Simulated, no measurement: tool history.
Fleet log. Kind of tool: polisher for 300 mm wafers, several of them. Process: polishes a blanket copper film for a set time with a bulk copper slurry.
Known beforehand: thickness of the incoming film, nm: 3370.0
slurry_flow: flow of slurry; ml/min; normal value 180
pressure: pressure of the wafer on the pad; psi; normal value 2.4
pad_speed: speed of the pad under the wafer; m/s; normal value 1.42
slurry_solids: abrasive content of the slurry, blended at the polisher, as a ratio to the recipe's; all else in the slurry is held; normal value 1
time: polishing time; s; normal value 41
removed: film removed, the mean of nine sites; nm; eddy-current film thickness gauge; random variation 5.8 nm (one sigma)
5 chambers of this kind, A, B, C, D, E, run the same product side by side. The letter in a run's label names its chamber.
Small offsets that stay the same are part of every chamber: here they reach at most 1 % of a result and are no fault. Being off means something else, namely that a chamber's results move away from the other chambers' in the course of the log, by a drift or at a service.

-- hour=9.7 chamber B: worn pad replaced by a new one
run 1B hour=10.9 | slurry_flow=180 pressure=2.4 pad_speed=1.42 slurry_solids=1 time=41 | removed=504.87
run 2C hour=19.4 | slurry_flow=180 pressure=2.4 pad_speed=1.42 slurry_solids=1 time=41 | removed=497.68
run 3E hour=28.4 | slurry_flow=180 pressure=2.4 pad_speed=1.42 slurry_solids=1 time=41 | removed=510.09
-- hour=31.3 chamber A: slurry nozzle cleaned
-- hour=33.4 chamber E: worn pad replaced by a new one
run 4D hour=39.7 | slurry_flow=180 pressure=2.4 pad_speed=1.42 slurry_solids=1 time=41 | removed=511.72
run 5A hour=48.5 | slurry_flow=180 pressure=2.4 pad_speed=1.42 slurry_solids=1 time=41 | removed=497.86
run 6C hour=62.9 | slurry_flow=180 pressure=2.4 pad_speed=1.42 slurry_solids=1 time=41 | removed=508.14
-- hour=68.9 chamber D: worn pad replaced by a new one
-- hour=73.3 chamber C: worn pad replaced by a new one
run 7E hour=78.3 | slurry_flow=180 pressure=2.4 pad_speed=1.42 slurry_solids=1 time=41 | removed=515.33
run 8D hour=86.4 | slurry_flow=180 pressure=2.4 pad_speed=1.42 slurry_solids=1 time=41 | removed=496.47
-- hour=88 chamber B: worn pad replaced by a new one
-- hour=96.2 chamber D: slurry nozzle cleaned
run 9A hour=96.7 | slurry_flow=180 pressure=2.4 pad_speed=1.42 slurry_solids=1 time=41 | removed=500.89
-- hour=97.8 chamber A: worn pad replaced by a new one
-- hour=102.5 chamber B: slurry blender recalibrated
run 10B hour=111.1 | slurry_flow=180 pressure=2.4 pad_speed=1.42 slurry_solids=1 time=41 | removed=500.64
-- hour=121.2 chamber E: worn pad replaced by a new one
run 11D hour=127.3 | slurry_flow=180 pressure=2.4 pad_speed=1.42 slurry_solids=1 time=41 | removed=495.88
-- hour=132.4 chamber B: slurry nozzle cleaned
-- hour=132.8 chamber C: head pressure recalibrated
run 12C hour=134.9 | slurry_flow=180 pressure=2.4 pad_speed=1.42 slurry_solids=1 time=41 | removed=506.08
-- hour=149.1 chamber D: worn pad replaced by a new one
-- hour=149.2 chamber C: worn pad replaced by a new one
run 13E hour=150.4 | slurry_flow=180 pressure=2.9 pad_speed=1.42 slurry_solids=1.2 time=41 | removed=639.47
run 14B hour=157.9 | slurry_flow=180 pressure=2.9 pad_speed=1.42 slurry_solids=1.2 time=41 | removed=636.44
run 15A hour=167.1 | slurry_flow=180 pressure=2.9 pad_speed=1.42 slurry_solids=1.2 time=41 | removed=614.42
run 16A hour=177.9 | slurry_flow=180 pressure=2.9 pad_speed=1.42 slurry_solids=1.2 time=41 | removed=629.02
-- hour=182.2 chamber B: worn pad replaced by a new one
-- hour=185 chamber E: slurry blender recalibrated
run 17B hour=186.8 | slurry_flow=180 pressure=2.9 pad_speed=1.42 slurry_solids=1.2 time=41 | removed=640.75
run 18C hour=197.7 | slurry_flow=180 pressure=2.4 pad_speed=1.42 slurry_solids=1 time=41 | removed=503.16
-- hour=210.9 chamber C: slurry blender recalibrated
run 19D hour=212 | slurry_flow=180 pressure=2.4 pad_speed=1.42 slurry_solids=1 time=41 | removed=498.55
-- hour=220 chamber E: worn pad replaced by a new one
run 20E hour=220.4 | slurry_flow=180 pressure=2.4 pad_speed=1.42 slurry_solids=1 time=41 | removed=501.65
-- hour=227.1 chamber D: worn pad replaced by a new one
run 21B hour=231.3 | slurry_flow=180 pressure=2.4 pad_speed=1.88 slurry_solids=1.25 time=41 | removed=707.87
-- hour=235.6 chamber C: slurry nozzle cleaned
-- hour=241.9 chamber C: worn pad replaced by a new one
run 22E hour=244.1 | slurry_flow=180 pressure=2.4 pad_speed=1.88 slurry_solids=1.25 time=41 | removed=699.04
-- hour=254.3 chamber A: worn pad replaced by a new one
run 23D hour=258.7 | slurry_flow=180 pressure=2.4 pad_speed=1.88 slurry_solids=1.25 time=41 | removed=702.27
-- hour=267.6 chamber B: worn pad replaced by a new one
run 24A hour=270.7 | slurry_flow=180 pressure=2.4 pad_speed=1.88 slurry_solids=1.25 time=41 | removed=697.5
-- hour=272.8 chamber A: slurry blender recalibrated
run 25C hour=277.7 | slurry_flow=180 pressure=2.4 pad_speed=1.88 slurry_solids=1.25 time=41 | removed=705.13
run 26A hour=288.9 | slurry_flow=180 pressure=2.4 pad_speed=1.42 slurry_solids=1 time=41 | removed=513.79
run 27D hour=298.9 | slurry_flow=180 pressure=2.4 pad_speed=1.42 slurry_solids=1 time=41 | removed=494.82
-- hour=305 chamber A: head pressure recalibrated
run 28E hour=306.5 | slurry_flow=180 pressure=2.4 pad_speed=1.9 slurry_solids=1 time=29 | removed=468.09
-- hour=311 chamber D: worn pad replaced by a new one
-- hour=312.9 chamber E: worn pad replaced by a new one
run 29B hour=319.6 | slurry_flow=180 pressure=2.4 pad_speed=1.9 slurry_solids=1 time=29 | removed=474.52
-- hour=326.5 chamber C: worn pad replaced by a new one
run 30C hour=332.9 | slurry_flow=180 pressure=2.4 pad_speed=1.9 slurry_solids=1 time=29 | removed=477.46
-- hour=333.1 chamber E: head pressure recalibrated
-- hour=338.8 chamber B: slurry blender recalibrated
run 31A hour=343.5 | slurry_flow=180 pressure=2.4 pad_speed=1.9 slurry_solids=1 time=29 | removed=483.6
run 32D hour=359.1 | slurry_flow=180 pressure=2.4 pad_speed=1.9 slurry_solids=1 time=29 | removed=481.97
-- hour=360.6 chamber E: slurry blender recalibrated
-- hour=364.9 chamber B: worn pad replaced by a new one
run 33B hour=370.6 | slurry_flow=180 pressure=2.4 pad_speed=1.58 slurry_solids=1 time=52 | removed=724.47
run 34C hour=378.1 | slurry_flow=180 pressure=2.4 pad_speed=1.58 slurry_solids=1 time=52 | removed=712.93
-- hour=387.7 chamber D: slurry blender recalibrated
run 35E hour=394.1 | slurry_flow=180 pressure=2.4 pad_speed=1.58 slurry_solids=1 time=52 | removed=669.2
-- hour=394.8 chamber D: worn pad replaced by a new one
-- hour=400.8 chamber E: worn pad replaced by a new one
run 36B hour=404.4 | slurry_flow=180 pressure=2.4 pad_speed=1.58 slurry_solids=1 time=52 | removed=699.29
run 37C hour=416.9 | slurry_flow=180 pressure=2.4 pad_speed=1.58 slurry_solids=1 time=52 | removed=715.65
run 38D hour=428.7 | slurry_flow=180 pressure=2.4 pad_speed=1.42 slurry_solids=1 time=41 | removed=506.16
run 39E hour=437.6 | slurry_flow=180 pressure=2.4 pad_speed=1.42 slurry_solids=1 time=41 | removed=460.17

Is one chamber off against the others, does the gauge drift, or is nothing wrong? If a chamber is off, say which, and what the likeliest cause is.

Chamber E drifts away from the others.
Most likely cause: slurry flow missing at the pad, % = 40.8.

Chamber E could run next with any of the 4 candidate recipes listed below; each alters the usual settings, and their results appear as question marks. Which one brings its results back in line with what the other chambers deliver on the usual settings?
In line here means within this much of the mean the other chambers give on the usual settings: removed 20 nm
run 40E-1 hour=449.3 | slurry_flow=180 pressure=2.3 pad_speed=1.38 slurry_solids=1 time=40 | removed=?
run 40E-2 hour=449.3 | slurry_flow=180 pressure=2.5 pad_speed=1.46 slurry_solids=1 time=42 | removed=?
run 40E-3 hour=449.3 | slurry_flow=180 pressure=2.2 pad_speed=1.32 slurry_solids=1 time=41 | removed=?
run 40E-4 hour=449.3 | slurry_flow=185 pressure=2.6 pad_speed=1.42 slurry_solids=1 time=44 | removed=?

Other chambers, usual settings, mean: removed 502.57 nm
run=40E-1 removed=419.34
run=40E-2 removed=505.65
run=40E-3 removed=393.58
run=40E-4 removed=539.01
40E-2 is the one that brings the chamber's results back in line with the other chambers.
